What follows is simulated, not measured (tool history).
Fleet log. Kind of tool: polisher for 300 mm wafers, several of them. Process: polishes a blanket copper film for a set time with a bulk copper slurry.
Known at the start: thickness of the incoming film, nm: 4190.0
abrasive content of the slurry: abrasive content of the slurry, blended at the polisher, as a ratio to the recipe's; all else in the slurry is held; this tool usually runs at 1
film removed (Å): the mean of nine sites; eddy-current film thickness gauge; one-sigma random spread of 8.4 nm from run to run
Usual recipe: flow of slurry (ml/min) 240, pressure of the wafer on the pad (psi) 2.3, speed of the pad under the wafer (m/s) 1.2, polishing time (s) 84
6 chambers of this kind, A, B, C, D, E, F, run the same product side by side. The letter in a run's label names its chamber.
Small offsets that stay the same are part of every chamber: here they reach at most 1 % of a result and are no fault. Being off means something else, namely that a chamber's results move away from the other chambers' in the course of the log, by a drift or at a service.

run   hour  flow of slurry (ml/min)  pressure of the wafer on the pad (psi)  speed of the pad under the wafer (m/s)  abrasive content of the slurry  polishing time (s)  film removed (Å)
       2.3  -- chamber B: worn pad replaced by a new one
 1D    5.1                      240                                     2.3                                     1.2                               1                  84            8764.5
 2C   10.5                      240                                     2.3                                     1.2                               1                  84            8888.5
 3F   13.1                      240                                     2.3                                     1.2                               1                  84              9038
 4E   18.2                      240                                     2.3                                     1.2                               1                  84            8860.8
 5B   23.8                      240                                     2.3                                     1.2                               1                  84            8955.6
      26.5  -- chamber C: slurry blender recalibrated
 6A   27.6                      240                                     2.3                                     1.2                               1                  84            8883.5
 7B     32                      240                                     2.3                                     1.4                               1                  84             10604
      34.2  -- chamber E: worn pad replaced by a new one
 8D   37.2                      240                                     2.3                                     1.4                               1                  84             10487
      37.9  -- chamber E: slurry blender recalibrated
 9E     41                      240                                     2.3                                     1.4                               1                  84             10591
10C   44.9                      240                                     2.3                                     1.4                               1                  84             10431
11A   48.6                      240                                     2.3                                     1.4                               1                  84             10354
12F   52.6                      240                                     2.3                                     1.4                               1                  84             10226
      55.8  -- chamber F: worn pad replaced by a new one
13A     58                      240                                     2.3                                     1.2                               1                  84            8903.6
14C   60.8                      240                                     2.3                                     1.2                               1                  84            8905.2
15B   64.3                      240                                     2.3                                     1.2                               1                  84            9064.8
      64.4  -- chamber C: worn pad replaced by a new one
      64.6  -- chamber A: worn pad replaced by a new one
16D   69.9                      240                                     2.3                                     1.2                               1                  84            8977.6
      72.8  -- chamber F: slurry blender recalibrated
17E   73.6                      240                                     2.3                                     1.2                               1                  84            8998.2
18F   76.7                      240                                     2.3                                     1.2                               1                  84            8926.8
19C   79.6                      240                                     2.3                                     1.2                               1                  61            6479.4
20B   85.3                      240                                     2.3                                     1.2                               1                  61            6608.7
      87.2  -- chamber F: head pressure recalibrated
21F   88.7                      240                                     2.3                                     1.2                               1                  61              6443
22D   92.7                      240                                     2.3                                     1.2                               1                  61            6437.7
23E   98.1                      240                                     2.3                                     1.2                               1                  61            6397.2
24A  103.8                      240                                     2.3                                     1.2                               1                  61            6636.2
25C  107.6                      240                                     2.3                                     1.2                               1                  84            8891.8
26B  111.1                      240                                     2.3                                     1.2                               1                  84            8977.7
     112.9  -- chamber D: head pressure recalibrated
     113.9  -- chamber E: worn pad replaced by a new one
27D    114                      240                                     2.3                                     1.2                               1                  84            8787.7
28E  117.7                      240                                     2.3                                     1.2                               1                  84            8876.6
29A  120.9                      240                                     2.3                                     1.2                               1                  84            9251.7
     121.9  -- chamber B: worn pad replaced by a new one
30F  125.4                      240                                     2.3                                     1.2                               1                  84            9056.4
31F  128.2                      240                                     2.3                                     1.2                               1                  84            9125.7
32E  130.8                      240                                     2.3                                     1.2                               1                  84            8980.3
33C  136.7                      210                                     2.3                                     1.2                               1                  84            8885.1
34A  140.1                      210                                     2.3                                     1.2                               1                  84              9087
35B    145                      210                                     2.3                                     1.2                               1                  84            8865.2
     146.8  -- chamber C: slurry nozzle cleaned
36D  149.4                      210                                     2.3                                     1.2                               1                  84            8666.3
     149.9  -- chamber E: slurry blender recalibrated
37C  152.1                      210                                     2.3                                     1.2                               1                  84            8744.4
38E  157.8                      210                                     2.3                                     1.2                               1                  84            8808.9
39D  162.7                      240                                     2.3                                     1.2                               1                  84            9085.3
40B  166.2                      240                                     2.3                                     1.2                               1                  84            8954.2
41A    169                      240                                     2.3                                     1.2                               1                  84            9551.9
42F  174.4                      240                                     2.3                                     1.2                               1                  84            9042.2

Is one chamber off against the others, does the gauge drift, or is nothing wrong? If a chamber is off, say which, and what the likeliest cause is.

Little by little, chamber A moves away from the other chambers.
Most likely cause: head's pressure above its setpoint, % = 8.64.

Chamber A could run next with any of the 4 candidate recipes listed below; each alters the usual settings, and their results appear as question marks. Which one brings its results back in line with what the other chambers deliver on the usual settings?
Maximum distance from the other chambers' mean on the usual settings for a result to count as in line: film removed (Å) 290
43A-1  178.6                      240                                     2.6                                     1.2                               1                  84                 ?
43A-2  178.6                      240                                     2.3                                     1.2                               1                  73                 ?
43A-3  178.6                      240                                     2.3                                     1.2                               1                  78                 ?
43A-4  178.6                      240                                     2.4                                    1.22                               1                  86                 ?

The other chambers' mean on the usual settings: film removed (Å) 8927.6
  run  film removed (Å)
43A-1             10822
43A-2            8334.5
43A-3            8905.3
43A-4             10408
43A-3 puts the chamber back in line with the other chambers.
